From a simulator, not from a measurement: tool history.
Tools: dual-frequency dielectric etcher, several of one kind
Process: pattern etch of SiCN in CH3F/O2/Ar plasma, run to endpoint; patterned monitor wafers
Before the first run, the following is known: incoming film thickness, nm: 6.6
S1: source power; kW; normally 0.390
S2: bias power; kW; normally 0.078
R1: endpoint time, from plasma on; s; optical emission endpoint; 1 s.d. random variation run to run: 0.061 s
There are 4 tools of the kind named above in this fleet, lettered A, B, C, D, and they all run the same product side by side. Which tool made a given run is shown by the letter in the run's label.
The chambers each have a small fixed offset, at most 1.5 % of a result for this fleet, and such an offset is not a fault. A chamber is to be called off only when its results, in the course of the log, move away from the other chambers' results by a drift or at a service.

Run 1C, hour 5.2: usual settings. Result: R1 17.381 s.
Run 2B, hour 11.3: usual settings. Result: R1 17.377 s.
Run 3A, hour 16.2: usual settings. Result: R1 17.233 s.
Run 4D, hour 22.0: usual settings. Result: R1 17.288 s.
Run 5B, hour 25.3: usual settings. Result: R1 17.297 s.
Run 6C, hour 28.7: usual settings. Result: R1 17.360 s.
Run 7D, hour 33.8: usual settings. Result: R1 17.235 s.
Run 8A, hour 40.4: usual settings. Result: R1 17.181 s.
Run 9D, hour 43.7: usual settings but S1 0.300 kW, S2 0.090 kW. Result: R1 18.108 s.
Run 10B, hour 49.1: usual settings but S1 0.300 kW, S2 0.090 kW. Result: R1 18.021 s.
Run 11C, hour 52.9: usual settings but S1 0.300 kW, S2 0.090 kW. Result: R1 18.266 s.
Run 12A, hour 58.3: usual settings but S1 0.300 kW, S2 0.090 kW. Result: R1 17.955 s.
Run 13A, hour 64.4: usual settings. Result: R1 17.263 s.
Run 14D, hour 67.4: usual settings. Result: R1 17.358 s.
Run 15C, hour 73.6: usual settings. Result: R1 17.342 s.
Run 16B, hour 77.7: usual settings but S1 0.330 kW, S2 0.085 kW. Result: R1 17.839 s.
Run 17A, hour 83.7: usual settings but S1 0.330 kW, S2 0.085 kW. Result: R1 17.625 s.
Run 18D, hour 89.9: usual settings but S1 0.330 kW, S2 0.085 kW. Result: R1 18.038 s.
Run 19B, hour 94.3: usual settings but S1 0.330 kW, S2 0.085 kW. Result: R1 17.727 s.
Run 20C, hour 99.1: usual settings. Result: R1 17.377 s.
Run 21B, hour 104.6: usual settings. Result: R1 17.171 s.
Run 22A, hour 110.0: usual settings. Result: R1 17.309 s.
Run 23C, hour 115.0: usual settings. Result: R1 17.394 s.
Run 24D, hour 121.0: usual settings. Result: R1 17.598 s.
Run 25C, hour 123.9: usual settings. Result: R1 17.458 s.
At hour 124.6: chamber C: wet clean of the chamber.
Run 26A, hour 128.0: usual settings. Result: R1 17.233 s.
Run 27B, hour 133.4: usual settings. Result: R1 17.420 s.
Run 28D, hour 139.4: usual settings. Result: R1 17.468 s.
Run 29B, hour 144.3: usual settings. Result: R1 17.242 s.
Run 30D, hour 148.3: usual settings. Result: R1 17.684 s.
Run 31A, hour 152.1: usual settings. Result: R1 17.086 s.
Run 32C, hour 156.3: usual settings. Result: R1 17.482 s.
Run 33D, hour 162.2: usual settings. Result: R1 17.665 s.
Run 34A, hour 168.3: usual settings. Result: R1 17.187 s.
Run 35C, hour 172.7: usual settings. Result: R1 17.457 s.
Run 36B, hour 175.9: usual settings. Result: R1 17.302 s.
Run 37B, hour 179.5: usual settings. Result: R1 17.255 s.
Run 38C, hour 183.8: usual settings. Result: R1 17.354 s.
Run 39D, hour 189.8: usual settings. Result: R1 17.623 s.
Run 40A, hour 195.3: usual settings. Result: R1 17.166 s.
Run 41B, hour 201.0: usual settings. Result: R1 17.366 s.

Is one chamber off against the others, does the gauge drift, or is nothing wrong? If a chamber is off, say which, and what the likeliest cause is.

It is chamber D that slowly wanders off from its peers.
Most likely cause: etch rate under this chamber's usual, % = 2.73.

Which of the 4 candidates below, each the usual settings with something changed and its results left as question marks, puts chamber D back in line with what the other chambers give on the usual settings?
Maximum distance from the other chambers' mean on the usual settings for a result to count as in line: R1 0.210 s
Run 42D-1, hour 205.8: usual settings but S2 0.077 kW. Result: R1 ?.
Run 42D-2, hour 205.8: usual settings but S1 0.380 kW, S2 0.075 kW. Result: R1 ?.
Run 42D-3, hour 205.8: usual settings but S1 0.400 kW, S2 0.081 kW. Result: R1 ?.
Run 42D-4, hour 205.8: usual settings but S1 0.400 kW. Result: R1 ?.

The other chambers' mean on the usual settings: R1 17.302 s
  run      R1
42D-1  17.872
42D-2  18.220
42D-3  17.381
42D-4  17.619
Change 42D-3 lands the chamber within the allowed miss of the other chambers.

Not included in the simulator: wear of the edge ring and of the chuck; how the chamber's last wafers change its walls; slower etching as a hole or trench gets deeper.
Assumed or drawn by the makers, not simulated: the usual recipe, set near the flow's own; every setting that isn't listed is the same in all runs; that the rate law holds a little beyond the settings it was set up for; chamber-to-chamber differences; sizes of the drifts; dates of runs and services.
